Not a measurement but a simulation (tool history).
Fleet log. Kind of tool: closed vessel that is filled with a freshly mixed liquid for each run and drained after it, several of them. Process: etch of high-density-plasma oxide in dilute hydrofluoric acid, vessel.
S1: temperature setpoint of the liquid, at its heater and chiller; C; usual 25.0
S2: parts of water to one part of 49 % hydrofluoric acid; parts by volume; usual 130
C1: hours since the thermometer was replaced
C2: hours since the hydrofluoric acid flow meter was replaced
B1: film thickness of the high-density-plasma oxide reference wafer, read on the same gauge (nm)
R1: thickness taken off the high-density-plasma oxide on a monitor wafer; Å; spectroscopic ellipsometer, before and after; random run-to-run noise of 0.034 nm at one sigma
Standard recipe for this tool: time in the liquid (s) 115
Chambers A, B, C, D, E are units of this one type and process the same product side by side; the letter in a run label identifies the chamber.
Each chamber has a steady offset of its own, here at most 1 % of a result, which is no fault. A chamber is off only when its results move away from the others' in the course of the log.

Run 1A, hour 4.3: usual settings; C1 802.5; C2 726.2; B1 110.01. Result: R1 64.565 Å.
Run 2E, hour 10.4: usual settings; C1 1655.7; C2 50.8; B1 110.00. Result: R1 63.464 Å.
Run 3B, hour 14.9: usual settings; C1 197.9; C2 155.4; B1 110.00. Result: R1 64.380 Å.
Run 4C, hour 19.0: usual settings; C1 2544.5; C2 1165.2; B1 110.02. Result: R1 64.761 Å.
Run 5D, hour 25.3: usual settings; C1 109.2; C2 1168.4; B1 110.00. Result: R1 64.755 Å.
Run 6E, hour 29.9: usual settings; C1 1675.2; C2 70.3; B1 109.99. Result: R1 64.476 Å.
Run 7D, hour 33.3: usual settings but S2 165 parts by volume, time in the liquid (s) 175; C1 117.2; C2 1176.4; B1 110.01. Result: R1 73.775 Å.
Run 8C, hour 37.7: usual settings but S2 165 parts by volume, time in the liquid (s) 175; C1 2563.2; C2 1183.9; B1 110.02. Result: R1 74.593 Å.
Run 9B, hour 42.6: usual settings but S2 165 parts by volume, time in the liquid (s) 175; C1 225.6; C2 183.1; B1 109.99. Result: R1 75.150 Å.
Run 10A, hour 46.1: usual settings but S2 165 parts by volume, time in the liquid (s) 175; C1 844.3; C2 768.0; B1 109.99. Result: R1 74.226 Å.
Run 11C, hour 49.9: usual settings but S2 165 parts by volume, time in the liquid (s) 175; C1 2575.4; C2 1196.1; B1 110.04. Result: R1 74.874 Å.
Run 12A, hour 53.9: usual settings but S1 23.0 C; C1 852.1; C2 775.8; B1 109.98. Result: R1 59.627 Å.
Run 13D, hour 59.2: usual settings but S1 23.0 C; C1 143.1; C2 1202.3; B1 110.00. Result: R1 59.404 Å.
Run 14B, hour 62.3: usual settings but S1 23.0 C; C1 245.3; C2 202.8; B1 109.96. Result: R1 59.916 Å.
Run 15E, hour 65.6: usual settings but S1 23.0 C; C1 1710.9; C2 106.0; B1 110.00. Result: R1 59.832 Å.
Run 16C, hour 71.1: usual settings but S1 23.0 C; C1 2596.6; C2 1217.3; B1 110.03. Result: R1 59.562 Å.
Run 17E, hour 74.1: usual settings but S1 28.5 C, S2 95 parts by volume; C1 1719.4; C2 114.5; B1 109.97. Result: R1 103.440 Å.
At hour 75.6: chamber A: thermometer replaced.
Run 18B, hour 81.0: usual settings but S1 28.5 C, S2 95 parts by volume; C1 264.0; C2 221.5; B1 110.01. Result: R1 104.670 Å.
Run 19A, hour 86.1: usual settings but S1 28.5 C, S2 95 parts by volume; C1 10.6; C2 808.0; B1 110.03. Result: R1 104.930 Å.
Run 20D, hour 90.5: usual settings but S1 28.5 C, S2 95 parts by volume; C1 174.4; C2 1233.6; B1 109.96. Result: R1 105.870 Å.
Run 21B, hour 96.8: usual settings but S1 28.5 C, S2 95 parts by volume; C1 279.8; C2 237.3; B1 110.01. Result: R1 106.900 Å.
Run 22E, hour 101.8: usual settings; C1 1747.1; C2 142.2; B1 110.01. Result: R1 64.574 Å.
Run 23A, hour 108.2: usual settings; C1 32.7; C2 830.1; B1 110.00. Result: R1 64.916 Å.
Run 24C, hour 111.7: usual settings; C1 2637.2; C2 1257.9; B1 110.03. Result: R1 62.402 Å.
Run 25D, hour 118.5: usual settings; C1 202.4; C2 1261.6; B1 109.99. Result: R1 64.899 Å.
Run 26B, hour 124.1: usual settings; C1 307.1; C2 264.6; B1 110.00. Result: R1 64.595 Å.
Run 27A, hour 127.5: usual settings but S2 70 parts by volume, time in the liquid (s) 150; C1 52.0; C2 849.4; B1 110.00. Result: R1 165.310 Å.
Run 28E, hour 130.9: usual settings but S2 70 parts by volume, time in the liquid (s) 150; C1 1776.2; C2 171.3; B1 109.99. Result: R1 166.250 Å.
Run 29C, hour 134.3: usual settings but S2 70 parts by volume, time in the liquid (s) 150; C1 2659.8; C2 1280.5; B1 110.05. Result: R1 162.280 Å.
Run 30D, hour 140.1: usual settings but S2 70 parts by volume, time in the liquid (s) 150; C1 224.0; C2 1283.2; B1 110.02. Result: R1 170.440 Å.
Run 31B, hour 144.3: usual settings but S2 70 parts by volume, time in the liquid (s) 150; C1 327.3; C2 284.8; B1 110.01. Result: R1 169.160 Å.
Run 32D, hour 151.2: usual settings; C1 235.1; C2 1294.3; B1 110.00. Result: R1 64.331 Å.
Run 33C, hour 154.3: usual settings but S1 20.5 C, time in the liquid (s) 55; C1 2679.8; C2 1300.5; B1 109.98. Result: R1 24.995 Å.
Run 34A, hour 158.5: usual settings but S1 20.5 C, time in the liquid (s) 55; C1 83.0; C2 880.4; B1 109.99. Result: R1 25.674 Å.
At hour 159.2: chamber E: thermometer replaced.
Run 35E, hour 163.2: usual settings but S1 20.5 C, time in the liquid (s) 55; C1 4.0; C2 203.6; B1 110.01. Result: R1 25.965 Å.
Run 36D, hour 166.9: usual settings but S1 20.5 C, time in the liquid (s) 55; C1 250.8; C2 1310.0; B1 110.00. Result: R1 25.821 Å.
Run 37E, hour 170.9: usual settings but S1 20.5 C, time in the liquid (s) 55; C1 11.7; C2 211.3; B1 109.99. Result: R1 25.935 Å.
Run 38A, hour 175.3: usual settings; C1 99.8; C2 897.2; B1 110.00. Result: R1 64.452 Å.
Run 39C, hour 180.4: usual settings; C1 2705.9; C2 1326.6; B1 110.00. Result: R1 61.200 Å.
Run 40B, hour 183.8: usual settings; C1 366.8; C2 324.3; B1 109.97. Result: R1 64.165 Å.
Run 41A, hour 188.5: usual settings; C1 113.0; C2 910.4; B1 110.00. Result: R1 64.310 Å.

All chambers now run identical settings, listed one chamber a line with results as question marks. What results will each chamber show?
Run 42A, hour 193.5: usual settings. Result: R1 ?.
Run 42B, hour 193.5: usual settings. Result: R1 ?.
Run 42C, hour 193.5: usual settings. Result: R1 ?.
Run 42D, hour 193.5: usual settings. Result: R1 ?.
Run 42E, hour 193.5: usual settings. Result: R1 ?.

run      R1
42A  64.252
42B  64.950
42C  60.861
42D  65.459
42E  64.825
